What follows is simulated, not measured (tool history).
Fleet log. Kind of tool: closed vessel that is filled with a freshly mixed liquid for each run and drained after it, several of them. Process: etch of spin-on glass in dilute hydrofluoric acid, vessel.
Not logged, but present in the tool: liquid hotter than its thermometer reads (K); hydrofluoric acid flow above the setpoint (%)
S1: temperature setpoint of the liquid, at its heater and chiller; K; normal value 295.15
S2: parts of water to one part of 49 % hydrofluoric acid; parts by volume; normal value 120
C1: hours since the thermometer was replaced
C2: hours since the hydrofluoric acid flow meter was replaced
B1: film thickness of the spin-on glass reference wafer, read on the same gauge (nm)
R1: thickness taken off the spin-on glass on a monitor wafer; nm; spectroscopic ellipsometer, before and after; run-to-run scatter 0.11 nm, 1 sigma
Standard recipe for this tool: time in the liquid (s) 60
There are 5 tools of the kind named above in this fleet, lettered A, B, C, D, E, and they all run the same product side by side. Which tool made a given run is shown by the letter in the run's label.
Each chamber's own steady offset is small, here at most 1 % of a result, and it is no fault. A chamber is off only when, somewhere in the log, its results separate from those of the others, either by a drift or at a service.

{"run": "1D", "hour": 11.2, "S1": 295.15, "S2": 120, "time in the liquid (s)": 60, "C1": 2154.6, "C2": 591.7, "B1": 90.016, "R1": 12.635}
{"run": "2A", "hour": 17.8, "S1": 295.15, "S2": 120, "time in the liquid (s)": 60, "C1": 680.4, "C2": 853.1, "B1": 89.985, "R1": 12.323}
{"run": "3E", "hour": 27.9, "S1": 295.15, "S2": 120, "time in the liquid (s)": 60, "C1": 716.9, "C2": 1473.9, "B1": 90.034, "R1": 12.306}
{"run": "4C", "hour": 36.7, "S1": 295.15, "S2": 120, "time in the liquid (s)": 60, "C1": 1006.5, "C2": 1250.3, "B1": 89.994, "R1": 12.333}
{"run": "5B", "hour": 45.7, "S1": 295.15, "S2": 120, "time in the liquid (s)": 60, "C1": 2183.2, "C2": 80.2, "B1": 89.999, "R1": 12.453}
{"run": "6D", "hour": 59.4, "S1": 295.15, "S2": 120, "time in the liquid (s)": 60, "C1": 2202.8, "C2": 639.9, "B1": 89.979, "R1": 12.463}
{"run": "7A", "hour": 66.7, "S1": 297.15, "S2": 120, "time in the liquid (s)": 60, "C1": 729.3, "C2": 902, "B1": 89.995, "R1": 13.393}
{"run": "8B", "hour": 73.9, "S1": 297.15, "S2": 120, "time in the liquid (s)": 60, "C1": 2211.4, "C2": 108.4, "B1": 89.986, "R1": 13.491}
{"run": "9C", "hour": 80.6, "S1": 297.15, "S2": 120, "time in the liquid (s)": 60, "C1": 1050.4, "C2": 1294.2, "B1": 89.991, "R1": 13.302}
{"run": "10E", "hour": 90.1, "S1": 297.15, "S2": 120, "time in the liquid (s)": 60, "C1": 779.1, "C2": 1536.1, "B1": 89.983, "R1": 13.324}
{"run": "11B", "hour": 100.5, "S1": 297.15, "S2": 120, "time in the liquid (s)": 60, "C1": 2238, "C2": 135, "B1": 89.996, "R1": 13.442}
{"hour": 104.7, "done": "chamber A: hydrofluoric acid flow meter replaced"}
{"run": "12D", "hour": 109.0, "S1": 295.15, "S2": 120, "time in the liquid (s)": 60, "C1": 2252.4, "C2": 689.5, "B1": 90.006, "R1": 12.624}
{"run": "13C", "hour": 117.0, "S1": 295.15, "S2": 120, "time in the liquid (s)": 60, "C1": 1086.8, "C2": 1330.6, "B1": 89.97, "R1": 12.208}
{"run": "14E", "hour": 124.9, "S1": 295.15, "S2": 120, "time in the liquid (s)": 60, "C1": 813.9, "C2": 1570.9, "B1": 89.99, "R1": 12.297}
{"run": "15A", "hour": 133.3, "S1": 295.15, "S2": 120, "time in the liquid (s)": 60, "C1": 795.9, "C2": 28.7, "B1": 89.996, "R1": 12.236}
{"run": "16E", "hour": 142.1, "S1": 295.15, "S2": 120, "time in the liquid (s)": 60, "C1": 831.1, "C2": 1588.1, "B1": 90.02, "R1": 12.425}
{"run": "17C", "hour": 154.0, "S1": 295.15, "S2": 120, "time in the liquid (s)": 60, "C1": 1123.8, "C2": 1367.6, "B1": 90.028, "R1": 12.219}
{"run": "18B", "hour": 160.6, "S1": 295.15, "S2": 120, "time in the liquid (s)": 60, "C1": 2298.1, "C2": 195.1, "B1": 89.993, "R1": 12.569}
{"run": "19D", "hour": 169.2, "S1": 295.15, "S2": 120, "time in the liquid (s)": 60, "C1": 2312.6, "C2": 749.7, "B1": 89.99, "R1": 12.61}
{"run": "20A", "hour": 183.3, "S1": 291.15, "S2": 120, "time in the liquid (s)": 95, "C1": 845.9, "C2": 78.7, "B1": 89.962, "R1": 16.754}
{"run": "21B", "hour": 193.4, "S1": 291.15, "S2": 120, "time in the liquid (s)": 95, "C1": 2330.9, "C2": 227.9, "B1": 89.964, "R1": 17.18}
{"run": "22A", "hour": 203.9, "S1": 291.15, "S2": 120, "time in the liquid (s)": 95, "C1": 866.5, "C2": 99.3, "B1": 89.985, "R1": 16.238}
{"run": "23C", "hour": 213.7, "S1": 291.15, "S2": 120, "time in the liquid (s)": 95, "C1": 1183.5, "C2": 1427.3, "B1": 89.995, "R1": 16.678}
{"run": "24D", "hour": 220.3, "S1": 291.15, "S2": 120, "time in the liquid (s)": 95, "C1": 2363.7, "C2": 800.8, "B1": 89.99, "R1": 17.403}
{"run": "25E", "hour": 231.2, "S1": 295.15, "S2": 120, "time in the liquid (s)": 60, "C1": 920.2, "C2": 1677.2, "B1": 90.02, "R1": 12.482}
{"run": "26D", "hour": 243.2, "S1": 295.15, "S2": 120, "time in the liquid (s)": 60, "C1": 2386.6, "C2": 823.7, "B1": 89.991, "R1": 12.802}
{"run": "27E", "hour": 252.0, "S1": 295.15, "S2": 120, "time in the liquid (s)": 60, "C1": 941, "C2": 1698, "B1": 89.993, "R1": 12.346}
{"run": "28C", "hour": 262.8, "S1": 295.15, "S2": 120, "time in the liquid (s)": 60, "C1": 1232.6, "C2": 1476.4, "B1": 90.031, "R1": 12.433}
{"hour": 264.8, "done": "chamber D: thermometer replaced"}
{"run": "29A", "hour": 277.1, "S1": 295.15, "S2": 120, "time in the liquid (s)": 60, "C1": 939.7, "C2": 172.5, "B1": 90.012, "R1": 12.279}
{"run": "30B", "hour": 289.4, "S1": 295.15, "S2": 120, "time in the liquid (s)": 60, "C1": 2426.9, "C2": 323.9, "B1": 89.997, "R1": 12.456}
{"run": "31B", "hour": 299.7, "S1": 295.15, "S2": 120, "time in the liquid (s)": 60, "C1": 2437.2, "C2": 334.2, "B1": 90.004, "R1": 12.502}
{"run": "32A", "hour": 308.4, "S1": 295.15, "S2": 120, "time in the liquid (s)": 60, "C1": 971, "C2": 203.8, "B1": 90.001, "R1": 12.398}
{"run": "33C", "hour": 315.0, "S1": 295.15, "S2": 120, "time in the liquid (s)": 60, "C1": 1284.8, "C2": 1528.6, "B1": 90.009, "R1": 12.598}
{"run": "34D", "hour": 322.2, "S1": 295.15, "S2": 120, "time in the liquid (s)": 60, "C1": 57.4, "C2": 902.7, "B1": 90.001, "R1": 13.216}
{"run": "35E", "hour": 330.7, "S1": 295.15, "S2": 120, "time in the liquid (s)": 60, "C1": 1019.7, "C2": 1776.7, "B1": 90.013, "R1": 12.349}
{"run": "36E", "hour": 340.6, "S1": 295.15, "S2": 120, "time in the liquid (s)": 60, "C1": 1029.6, "C2": 1786.6, "B1": 90.018, "R1": 12.236}
{"run": "37C", "hour": 352.6, "S1": 295.15, "S2": 120, "time in the liquid (s)": 60, "C1": 1322.4, "C2": 1566.2, "B1": 90.009, "R1": 12.399}
{"run": "38A", "hour": 365.2, "S1": 295.15, "S2": 120, "time in the liquid (s)": 60, "C1": 1027.8, "C2": 260.6, "B1": 89.985, "R1": 12.307}
{"run": "39D", "hour": 374.6, "S1": 295.15, "S2": 120, "time in the liquid (s)": 60, "C1": 109.8, "C2": 955.1, "B1": 89.984, "R1": 13.34}
{"run": "40B", "hour": 387.6, "S1": 295.15, "S2": 165, "time in the liquid (s)": 75, "C1": 2525.1, "C2": 422.1, "B1": 89.972, "R1": 10.929}
{"run": "41C", "hour": 395.5, "S1": 295.15, "S2": 165, "time in the liquid (s)": 75, "C1": 1365.3, "C2": 1609.1, "B1": 90.015, "R1": 10.766}
{"run": "42E", "hour": 405.9, "S1": 295.15, "S2": 165, "time in the liquid (s)": 75, "C1": 1094.9, "C2": 1851.9, "B1": 90.01, "R1": 10.683}
{"run": "43A", "hour": 415.7, "S1": 295.15, "S2": 165, "time in the liquid (s)": 75, "C1": 1078.3, "C2": 311.1, "B1": 90.023, "R1": 10.564}
{"run": "44D", "hour": 426.2, "S1": 295.15, "S2": 165, "time in the liquid (s)": 75, "C1": 161.4, "C2": 1006.7, "B1": 89.994, "R1": 11.607}

Is one chamber out of step, is the gauge drifting, or do the chambers differ by no more than their own small offsets? For an off chamber, give its letter and the likeliest cause.

It is chamber D that slowly wanders off from its peers.
Most likely cause: hydrofluoric acid flow above the setpoint (%) = 7.3.

Below are 4 candidate recipes for chamber D's next run, each the usual settings with a change, their results shown as question marks. Which of them brings D's results back in line with what the other chambers give on the usual settings?
Maximum distance from the other chambers' mean on the usual settings for a result to count as in line: R1 0.37 nm
{"run": "45D-1", "hour": 436.5, "S1": 295.15, "S2": 120, "time in the liquid (s)": 70, "R1": "?"}
{"run": "45D-2", "hour": 436.5, "S1": 297.65, "S2": 120, "time in the liquid (s)": 60, "R1": "?"}
{"run": "45D-3", "hour": 436.5, "S1": 294.65, "S2": 135, "time in the liquid (s)": 60, "R1": "?"}
{"run": "45D-4", "hour": 436.5, "S1": 295.15, "S2": 130, "time in the liquid (s)": 60, "R1": "?"}

What the other chambers average on the usual settings: R1 12.394 nm
run=45D-1 R1=15.875
run=45D-2 R1=15.003
run=45D-3 R1=11.682
run=45D-4 R1=12.433
45D-4 is the one that brings the chamber's results back in line with the other chambers.
